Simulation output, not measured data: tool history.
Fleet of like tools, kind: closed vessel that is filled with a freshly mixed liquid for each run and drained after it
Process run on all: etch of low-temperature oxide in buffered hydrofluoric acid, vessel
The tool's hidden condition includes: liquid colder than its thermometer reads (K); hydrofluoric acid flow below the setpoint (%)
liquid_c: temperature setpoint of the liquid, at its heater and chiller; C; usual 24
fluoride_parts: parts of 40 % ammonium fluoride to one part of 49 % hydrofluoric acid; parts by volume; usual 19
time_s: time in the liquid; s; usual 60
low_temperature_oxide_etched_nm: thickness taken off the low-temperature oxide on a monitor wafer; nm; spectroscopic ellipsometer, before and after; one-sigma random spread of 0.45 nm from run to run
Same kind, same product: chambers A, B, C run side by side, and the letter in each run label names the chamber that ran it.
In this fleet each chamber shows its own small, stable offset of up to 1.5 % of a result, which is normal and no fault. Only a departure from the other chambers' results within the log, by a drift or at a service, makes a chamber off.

| run | hour | liquid_c | fluoride_parts | time_s | hours since the thermometer was replaced | hours since the hydrofluoric acid flow meter was replaced | read-back film thickness of the low-temperature oxide reference wafer, read on the same gauge (nm) | low_temperature_oxide_etched_nm |
|---|---|---|---|---|---|---|---|---|
| 1A | 5.6 | 24 | 19 | 60 | 301.1 | 1877 | 39.997 | 96.481 |
| 2C | 13.3 | 24 | 19 | 60 | 382.1 | 1740.2 | 39.992 | 95.735 |
| 3B | 22.3 | 24 | 19 | 60 | 874.9 | 1504.2 | 39.94 | 97.744 |
| 4A | 28.6 | 24 | 19 | 60 | 324.1 | 1900 | 40.042 | 97.32 |
| 5B | 38 | 24 | 19 | 60 | 890.6 | 1519.9 | 39.976 | 96.634 |
| 6C | 46.8 | 24 | 19 | 60 | 415.6 | 1773.7 | 39.991 | 95.92 |
| 7C | 56.5 | 21 | 19 | 60 | 425.3 | 1783.4 | 39.978 | 80.91 |
| 8B | 62.4 | 21 | 19 | 60 | 915 | 1544.3 | 39.982 | 82.758 |
| 9A | 70.7 | 21 | 19 | 60 | 366.2 | 1942.1 | 39.979 | 81.763 |
| 10A | 80.3 | 24 | 19 | 60 | 375.8 | 1951.7 | 40.033 | 97.229 |
| 11B | 87.8 | 24 | 19 | 60 | 940.4 | 1569.7 | 40.028 | 96.93 |
| 12C | 94.3 | 24 | 19 | 60 | 463.1 | 1821.2 | 40.005 | 96.086 |
| 13A | 100.3 | 24 | 19 | 60 | 395.8 | 1971.7 | 39.993 | 96.812 |
| 14C | 106.5 | 24 | 19 | 60 | 475.3 | 1833.4 | 40.024 | 95.831 |
| 15B | 114 | 24 | 19 | 60 | 966.6 | 1595.9 | 39.998 | 96.786 |
| 16A | 120.1 | 24 | 19 | 60 | 415.6 | 1991.5 | 40.067 | 96.883 |
| 17C | 128.4 | 24 | 19 | 60 | 497.2 | 1855.3 | 40.003 | 95.363 |
| 18B | 135.5 | 24 | 19 | 85 | 988.1 | 1617.4 | 40.009 | 137.73 |
| 19C | 144 | 24 | 19 | 85 | 512.8 | 1870.9 | 39.971 | 135.87 |
| 20B | 152 | 24 | 19 | 85 | 1004.6 | 1633.9 | 40.049 | 136.07 |
| 21A | 162.5 | 24 | 19 | 60 | 458 | 2033.9 | 40.012 | 95.967 |
| 22A | 169.9 | 24 | 19 | 60 | 465.4 | 2041.3 | 39.996 | 97.415 |
| 23B | 179.5 | 24 | 19 | 60 | 1032.1 | 1661.4 | 40.004 | 95.744 |
| 24C | 188.7 | 22 | 16 | 60 | 557.5 | 1915.6 | 40.015 | 102.36 |
| 25C | 196.5 | 22 | 16 | 60 | 565.3 | 1923.4 | 40.01 | 101.39 |
| 26A | 205 | 22 | 16 | 60 | 500.5 | 2076.4 | 39.987 | 103.38 |
| 27B | 211.8 | 24 | 19 | 60 | 1064.4 | 1693.7 | 39.996 | 94.766 |
| 28B | 217.1 | 24 | 19 | 60 | 1069.7 | 1699 | 40 | 95.322 |
| 29A | 224.1 | 24 | 19 | 60 | 519.6 | 2095.5 | 40.009 | 97.679 |
| 30C | 232.3 | 24 | 19 | 60 | 601.1 | 1959.2 | 40.004 | 95.659 |
| 31C | 240 | 24 | 16 | 60 | 608.8 | 1966.9 | 39.971 | 113.78 |
| 32A | 248.5 | 24 | 16 | 60 | 544 | 2119.9 | 40.055 | 115.35 |
| 33B | 256.7 | 24 | 16 | 60 | 1109.3 | 1738.6 | 40.028 | 111.67 |
| 34A | 264.3 | 24 | 19 | 60 | 559.8 | 2135.7 | 40.007 | 97.341 |
| 35B | 274.9 | 24 | 19 | 60 | 1127.5 | 1756.8 | 39.992 | 94.607 |

One chamber off, gauge drift, or nothing amiss beyond the chambers' own small offsets? If it is a chamber, which one, and what is the likeliest cause?

Little by little, chamber B moves away from the other chambers.
Cause: liquid colder than its thermometer reads (K) = 0.55.
The log may not separate it from: hydrofluoric acid flow below the setpoint (%).

Here are 4 candidates for chamber B's next run, each the usual settings with a change, their results left as question marks. Which one brings its results back in line with what the others give on the usual settings?
Maximum distance from the other chambers' mean on the usual settings for a result to count as in line: low_temperature_oxide_etched_nm 1.6 nm
| 36B-1 | 282.5 | 24.5 | 19 | 60 |  |  |  | ? |
| 36B-2 | 282.5 | 23.5 | 19.5 | 60 |  |  |  | ? |
| 36B-3 | 282.5 | 24 | 19.5 | 60 |  |  |  | ? |
| 36B-4 | 282.5 | 25 | 19 | 60 |  |  |  | ? |

Mean of the other chambers on the usual settings: low_temperature_oxide_etched_nm 96.605 nm
| run | low_temperature_oxide_etched_nm |
|---|---|
| 36B-1 | 96.723 |
| 36B-2 | 89.244 |
| 36B-3 | 91.733 |
| 36B-4 | 99.403 |
36B-1 brings the chamber back in line.

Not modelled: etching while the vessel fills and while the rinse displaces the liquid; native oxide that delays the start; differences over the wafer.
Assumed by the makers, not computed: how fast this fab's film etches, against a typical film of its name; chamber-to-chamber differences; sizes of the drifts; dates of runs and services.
